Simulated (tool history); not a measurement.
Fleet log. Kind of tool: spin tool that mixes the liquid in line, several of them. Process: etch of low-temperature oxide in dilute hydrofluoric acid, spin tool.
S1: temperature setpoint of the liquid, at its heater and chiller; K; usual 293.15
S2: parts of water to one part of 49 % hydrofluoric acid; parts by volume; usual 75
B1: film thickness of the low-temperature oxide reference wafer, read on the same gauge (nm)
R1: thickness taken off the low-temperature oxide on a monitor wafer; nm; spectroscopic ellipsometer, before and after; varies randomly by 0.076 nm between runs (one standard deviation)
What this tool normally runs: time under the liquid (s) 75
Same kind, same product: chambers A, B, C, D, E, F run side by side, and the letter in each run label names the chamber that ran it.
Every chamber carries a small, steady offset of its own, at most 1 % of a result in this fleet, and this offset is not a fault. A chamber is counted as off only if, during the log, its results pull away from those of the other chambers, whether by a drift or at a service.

Run 1B, hour 7.4: usual settings; B1 139.97. Result: R1 9.3767 nm.
Run 2C, hour 14: usual settings; B1 140. Result: R1 9.2535 nm.
Run 3E, hour 25.3: usual settings; B1 140. Result: R1 9.3123 nm.
Run 4A, hour 32: usual settings; B1 139.99. Result: R1 9.1624 nm.
Run 5F, hour 42.5: usual settings; B1 139.98. Result: R1 9.1883 nm.
Run 6D, hour 52.3: usual settings; B1 139.97. Result: R1 9.4073 nm.
Run 7E, hour 64.5: usual settings; B1 140. Result: R1 9.2743 nm.
Run 8F, hour 78.6: usual settings; B1 140.01. Result: R1 9.332 nm.
Run 9C, hour 86.1: usual settings; B1 140.04. Result: R1 9.1522 nm.
Run 10B, hour 93.2: usual settings; B1 140. Result: R1 9.3445 nm.
Run 11D, hour 103: usual settings; B1 140.01. Result: R1 9.4399 nm.
Run 12A, hour 113.5: usual settings; B1 140.02. Result: R1 9.2621 nm.
Run 13A, hour 124: usual settings; B1 140.01. Result: R1 9.1235 nm.
Run 14B, hour 133.8: usual settings; B1 139.98. Result: R1 9.2891 nm.
At hour 142.6: chamber A: hydrofluoric acid flow meter replaced.
Run 15C, hour 144.8: usual settings; B1 140. Result: R1 9.2723 nm.
Run 16E, hour 156.4: usual settings; B1 140.02. Result: R1 9.5669 nm.
Run 17D, hour 170: usual settings; B1 140.03. Result: R1 9.406 nm.
Run 18F, hour 180.3: usual settings; B1 139.99. Result: R1 9.3772 nm.
Run 19E, hour 187.7: usual settings; B1 140.01. Result: R1 9.5276 nm.
Run 20F, hour 198.9: usual settings; B1 139.99. Result: R1 9.3693 nm.
Run 21A, hour 210.6: usual settings; B1 140.04. Result: R1 9.3401 nm.
Run 22C, hour 217.4: usual settings; B1 140.02. Result: R1 9.1629 nm.
At hour 217.5: chamber D: thermometer replaced.
Run 23B, hour 226: usual settings; B1 139.99. Result: R1 9.2708 nm.
Run 24D, hour 238.4: usual settings; B1 140.01. Result: R1 9.3332 nm.
Run 25A, hour 252.2: usual settings; B1 140. Result: R1 9.2105 nm.
Run 26B, hour 259.9: usual settings; B1 139.98. Result: R1 9.2233 nm.
Run 27F, hour 273.7: usual settings; B1 139.99. Result: R1 9.2257 nm.
Run 28D, hour 284.6: usual settings; B1 139.98. Result: R1 9.4215 nm.
Run 29E, hour 295: usual settings but S1 297.65 K, time under the liquid (s) 60; B1 140.02. Result: R1 9.4622 nm.
Run 30C, hour 305.3: usual settings but S1 297.65 K, time under the liquid (s) 60; B1 139.97. Result: R1 8.8046 nm.
Run 31A, hour 317: usual settings but S1 297.65 K, time under the liquid (s) 60; B1 139.97. Result: R1 8.9039 nm.
At hour 319.9: chamber F: thermometer replaced.
Run 32E, hour 326.8: usual settings but S1 297.65 K, time under the liquid (s) 60; B1 140. Result: R1 9.5629 nm.
Run 33B, hour 337.1: usual settings but S1 297.65 K, time under the liquid (s) 60; B1 139.99. Result: R1 8.8493 nm.
Run 34C, hour 349.7: usual settings but S1 297.65 K, time under the liquid (s) 60; B1 140. Result: R1 8.9203 nm.
Run 35D, hour 360.3: usual settings but S1 290.15 K; B1 139.98. Result: R1 8.3032 nm.
Run 36F, hour 370.2: usual settings but S1 290.15 K; B1 140. Result: R1 8.1241 nm.
Run 37F, hour 376.4: usual settings but S1 290.15 K; B1 140. Result: R1 8.0208 nm.
Run 38C, hour 384: usual settings but S1 290.15 K; B1 140.01. Result: R1 8.0902 nm.
Run 39E, hour 393.9: usual settings but S1 290.15 K; B1 140.01. Result: R1 8.8877 nm.
Run 40A, hour 405.6: usual settings but S1 290.15 K; B1 140. Result: R1 8.0192 nm.

Each of the 6 chambers runs these same settings next. Fill in every chamber's results:
Run 41A, hour 415.7: usual settings but time under the liquid (s) 115. Result: R1 ?.
Run 41B, hour 415.7: usual settings but time under the liquid (s) 115. Result: R1 ?.
Run 41C, hour 415.7: usual settings but time under the liquid (s) 115. Result: R1 ?.
Run 41D, hour 415.7: usual settings but time under the liquid (s) 115. Result: R1 ?.
Run 41E, hour 415.7: usual settings but time under the liquid (s) 115. Result: R1 ?.
Run 41F, hour 415.7: usual settings but time under the liquid (s) 115. Result: R1 ?.

run      R1
41A  14.163
41B  14.246
41C  14.213
41D  14.279
41E  15.778
41F  14.315
